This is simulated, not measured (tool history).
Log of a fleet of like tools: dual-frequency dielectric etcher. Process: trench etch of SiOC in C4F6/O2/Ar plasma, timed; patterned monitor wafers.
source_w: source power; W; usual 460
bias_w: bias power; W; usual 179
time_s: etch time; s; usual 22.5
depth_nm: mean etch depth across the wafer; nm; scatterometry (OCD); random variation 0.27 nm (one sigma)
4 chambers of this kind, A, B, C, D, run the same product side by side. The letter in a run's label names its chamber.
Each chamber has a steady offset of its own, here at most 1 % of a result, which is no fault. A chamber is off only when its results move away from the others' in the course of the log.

run,hour,source_w,bias_w,time_s,"read-back reference wafer on the same gauge, depth_nm",depth_nm
1B,6.8,460,179,22.5,42.815,49.227
2A,17.8,460,179,22.5,42.768,49.855
3C,28.9,460,179,22.5,42.724,49.386
4D,40.6,460,179,22.5,42.74,49.209
5D,50.6,460,179,22.5,42.793,49.385
6C,62,460,179,16.5,42.774,36.35
7B,68.7,460,179,16.5,42.771,36.741
8A,80.2,460,179,16.5,42.79,36.342
# hour 90.7: chamber D: source power generator calibrated
9A,90.8,460,179,16.5,42.775,36.416
10D,99.5,460,179,22.5,42.831,49.302
11B,105.8,460,179,22.5,42.764,49.957
12C,114.9,460,179,22.5,42.792,49.174
13C,127.1,460,179,22.5,42.754,49.578
14D,137.4,460,179,22.5,42.71,48.963
15B,146.3,370,179,22.5,42.783,45.539
16A,155.3,370,179,22.5,42.773,45.617
17C,162.5,370,179,22.5,42.781,45.046
# hour 170.3: chamber B: wet clean of the chamber
18D,170.9,370,179,22.5,42.775,45.074
# hour 180.5: chamber A: bias power generator calibrated
19B,182.9,460,179,22.5,42.785,49.729
20A,190.9,460,179,22.5,42.845,49.958
21D,197.5,460,149,22.5,42.843,46.157
22B,203,460,149,22.5,42.792,46.511
23A,214.1,460,149,22.5,42.767,46.332
# hour 216.8: chamber A: wet clean of the chamber
24C,224.5,460,149,22.5,42.809,46.123
25D,234,460,179,22.5,42.78,49.159
26B,242.6,460,179,26,42.774,57.39
27A,249.5,460,179,26,42.812,56.904
28C,255.6,460,179,26,42.847,55.142
29B,264.6,460,179,26,42.856,57.341
30D,274,400,154,22.5,42.806,44.485
31C,281.3,400,154,22.5,42.771,43.315
32A,289.4,400,154,22.5,42.793,44.712
33A,300,400,154,22.5,42.799,44.894
34B,310.7,460,179,18,42.762,39.933
35C,318,460,179,18,42.808,37.647
36D,329.8,460,179,18,42.787,39.703

What goes on in this fleet: one chamber off, a drifting gauge, or nothing beyond the chambers' own small offsets? Name the chamber and the cause, if any.

Chamber C drifts away from the others.
Cause: etch rate under this chamber's usual, % = 5.2.

Here are 4 candidates for chamber C's next run, each the usual settings with a change, their results left as question marks. Which one brings its results back in line with what the others give on the usual settings?
In line means no further than this from the other chambers' mean on the usual settings: depth_nm 0.95 nm
37C-1,338.8,420,168,22.5,,?
37C-2,338.8,460,208,22.5,,?
37C-3,338.8,460,179,23,,?
37C-4,338.8,460,179,22,,?

The other chambers' mean on the usual settings: depth_nm 49.486 nm
run,depth_nm
37C-1,44.691
37C-2,49.51
37C-3,48.284
37C-4,46.185
37C-2 brings the chamber back in line.

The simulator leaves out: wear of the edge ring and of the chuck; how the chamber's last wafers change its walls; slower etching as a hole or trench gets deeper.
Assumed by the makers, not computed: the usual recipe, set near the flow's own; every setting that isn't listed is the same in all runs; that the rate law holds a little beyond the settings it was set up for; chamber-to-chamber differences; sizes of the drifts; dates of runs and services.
